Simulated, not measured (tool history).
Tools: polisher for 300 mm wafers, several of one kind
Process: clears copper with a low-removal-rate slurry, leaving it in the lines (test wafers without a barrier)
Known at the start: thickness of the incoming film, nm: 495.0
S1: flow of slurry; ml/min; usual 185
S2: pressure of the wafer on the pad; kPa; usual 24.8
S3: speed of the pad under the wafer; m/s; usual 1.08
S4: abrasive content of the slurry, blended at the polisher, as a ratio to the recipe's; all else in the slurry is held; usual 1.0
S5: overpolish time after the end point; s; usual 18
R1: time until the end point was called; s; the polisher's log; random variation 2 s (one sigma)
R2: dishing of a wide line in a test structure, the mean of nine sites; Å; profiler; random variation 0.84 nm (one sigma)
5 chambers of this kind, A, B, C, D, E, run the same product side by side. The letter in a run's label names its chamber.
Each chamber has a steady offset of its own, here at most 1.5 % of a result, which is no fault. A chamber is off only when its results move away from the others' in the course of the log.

run,hour,S1,S2,S3,S4,S5,R1,R2
# hour 2.6: chamber D: head pressure recalibrated
1C,6.0,185,24.8,1.08,1.0,18,112.890,524.07
2B,14.6,185,24.8,1.08,1.0,18,111.370,535.64
3D,25.3,185,24.8,1.08,1.0,18,113.260,520.05
# hour 33.1: chamber A: worn pad replaced by a new one
4A,33.9,185,24.8,1.08,1.0,18,113.510,523.55
5E,41.9,185,24.8,1.08,1.0,18,109.760,537.12
6B,50.7,185,24.8,1.08,1.0,18,114.730,531.65
7A,62.6,185,24.8,1.08,1.0,18,114.200,520.91
8E,73.5,185,24.8,1.08,1.0,18,114.090,517.28
# hour 76.7: chamber B: slurry blender recalibrated
9C,79.3,185,24.8,1.08,1.0,18,113.800,528.17
# hour 82.1: chamber B: worn pad replaced by a new one
# hour 84.8: chamber D: slurry blender recalibrated
10D,87.5,185,24.8,1.08,1.0,18,111.650,522.33
# hour 88.6: chamber C: worn pad replaced by a new one
# hour 89.1: chamber E: worn pad replaced by a new one
11C,93.8,185,24.8,1.08,1.0,18,112.930,524.83
# hour 98.3: chamber E: slurry blender recalibrated
12D,101.6,185,24.8,1.08,1.0,18,107.040,526.33
13E,107.1,185,24.8,1.08,1.0,18,112.140,542.79
14B,116.4,185,24.8,1.08,1.0,18,111.430,521.82
15A,124.1,185,24.8,1.30,1.0,18,93.320,604.49
# hour 126.1: chamber E: head pressure recalibrated
16C,130.5,185,24.8,1.30,1.0,18,97.224,602.45
# hour 136.1: chamber C: slurry blender recalibrated
17E,137.4,185,24.8,1.30,1.0,18,96.457,599.42
# hour 142.3: chamber A: slurry nozzle cleaned
18B,147.5,185,24.8,1.30,1.0,18,93.262,606.21
19D,153.6,185,24.8,1.30,1.0,18,94.314,594.53
20A,159.7,185,24.8,1.08,1.0,18,111.480,523.52
# hour 161.2: chamber D: worn pad replaced by a new one
21C,171.0,185,24.8,1.08,1.0,18,109.410,516.60
# hour 175.9: chamber A: worn pad replaced by a new one
22D,181.8,185,24.8,1.08,1.0,9,112.620,276.40
# hour 187.7: chamber C: slurry nozzle cleaned
23A,190.6,185,24.8,1.08,1.0,9,113.950,290.75
# hour 196.7: chamber C: worn pad replaced by a new one
24B,198.5,185,24.8,1.08,1.0,9,116.210,289.39
25E,208.8,185,24.8,1.08,1.0,9,114.340,284.69
# hour 213.3: chamber E: worn pad replaced by a new one
# hour 217.7: chamber B: slurry nozzle cleaned
26B,217.8,185,24.8,1.08,1.0,9,111.400,294.58
# hour 226.9: chamber D: slurry nozzle cleaned
27A,228.4,185,24.8,1.08,1.0,18,112.880,529.72
28C,237.3,185,24.8,1.08,1.0,18,117.690,532.50
29D,247.7,155,24.8,1.08,0.9,18,117.210,509.52
30E,253.5,155,24.8,1.08,0.9,18,115.750,518.94

All 5 chambers run these settings next. Forecast each chamber's results:
31A,262.1,135,24.8,1.08,1.0,18,?,?
31B,262.1,135,24.8,1.08,1.0,18,?,?
31C,262.1,135,24.8,1.08,1.0,18,?,?
31D,262.1,135,24.8,1.08,1.0,18,?,?
31E,262.1,135,24.8,1.08,1.0,18,?,?

run,R1,R2
31A,118.820,494.45
31B,122.760,504.42
31C,120.870,498.16
31D,116.150,500.37
31E,121.390,501.03
